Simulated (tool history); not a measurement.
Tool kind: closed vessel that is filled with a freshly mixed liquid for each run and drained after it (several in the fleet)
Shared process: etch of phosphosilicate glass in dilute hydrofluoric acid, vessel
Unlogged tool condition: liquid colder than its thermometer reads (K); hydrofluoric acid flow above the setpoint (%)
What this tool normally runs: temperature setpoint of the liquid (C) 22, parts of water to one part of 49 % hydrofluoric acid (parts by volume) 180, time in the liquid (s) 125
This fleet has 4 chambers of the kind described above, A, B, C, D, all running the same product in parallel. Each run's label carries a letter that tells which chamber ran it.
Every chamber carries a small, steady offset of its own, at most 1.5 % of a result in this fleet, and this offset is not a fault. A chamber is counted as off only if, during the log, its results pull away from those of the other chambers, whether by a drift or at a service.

run,hour,temperature setpoint of the liquid (C),parts of water to one part of 49 % hydrofluoric acid (parts by volume),time in the liquid (s),hours since the thermometer was replaced,hours since the hydrofluoric acid flow meter was replaced,"read-back film thickness of the phosphosilicate glass reference wafer, read on the same gauge (nm)",thickness taken off the phosphosilicate glass on a monitor wafer (nm)
1B,13.6,22,180,125,294.9,329.6,30.032,34.762
2C,20.8,22,180,125,329.8,1153.7,29.975,35.468
3D,29.2,22,180,125,1178.7,568.9,30.004,35.195
4A,36.4,22,180,125,375.6,807.3,29.997,35.766
5D,47.9,24,180,125,1197.4,587.6,29.969,37.749
6B,57.9,24,180,125,339.2,373.9,30.034,37.692
7C,63.7,24,180,125,372.7,1196.6,30.023,38.718
8A,71,24,180,125,410.2,841.9,29.99,37.308
9B,78.5,22,180,125,359.8,394.5,29.994,34.45
10D,90.7,25,180,125,1240.2,630.4,29.996,39.722
# hour 97.1: chamber D: hydrofluoric acid flow meter replaced
11A,97.8,25,180,125,437,868.7,30.022,39.059
12C,106,25,180,125,415,1238.9,29.975,39.52
13D,118.4,25,180,125,1267.9,21.4,30.016,39.436
# hour 127.9: chamber A: hydrofluoric acid flow meter replaced
14A,131.4,22,180,125,470.6,3.5,29.989,35.098
15C,140.6,22,270,170,449.6,1273.5,29.994,29.411
16B,149.2,22,270,170,430.5,465.2,30.002,29.701
17B,159,22,270,170,440.3,475,29.997,30.053
18D,166.7,22,270,170,1316.2,69.7,29.995,29.161
19A,173.8,22,180,125,513,45.9,30.04,34.739
20C,180.2,22,180,125,489.2,1313.1,30.003,35.803
21C,190.7,22,180,125,499.7,1323.6,30.037,35.933
22A,197.5,22,180,125,536.7,69.6,29.984,35.48
23D,204.8,22,180,125,1354.3,107.8,30.014,35.398
24B,216.8,22,180,125,498.1,532.8,30.018,36.519
25C,225.2,22,180,125,534.2,1358.1,29.985,35.076
26D,238.1,22,180,125,1387.6,141.1,29.995,35.047
27A,247.2,22,180,125,586.4,119.3,29.97,35.58
28B,256.3,22,180,125,537.6,572.3,30.021,38.213
# hour 256.7: chamber C: hydrofluoric acid flow meter replaced
29A,265.1,22,180,125,604.3,137.2,29.998,35.476
30D,278,22,180,125,1427.5,181,30.006,35.288
31B,290.2,22,180,125,571.5,606.2,30.026,38.714
32C,298.6,22,180,125,607.6,41.9,30.004,35.751
33A,309.9,22,180,125,649.1,182,29.995,35.009
34B,318.8,22,180,125,600.1,634.8,30.001,38.887
35D,332.5,22,180,125,1482,235.5,29.997,34.319
36C,346.2,17.5,180,125,655.2,89.5,30.022,29.744

The same settings go to every chamber for the next run, one line per chamber below. Forecast the results for each:
37A,356,22,180,125,,,,?
37B,356,22,180,125,,,,?
37C,356,22,180,125,,,,?
37D,356,22,180,125,,,,?

run,thickness taken off the phosphosilicate glass on a monitor wafer (nm)
37A,34.829
37B,39.652
37C,35.297
37D,34.824
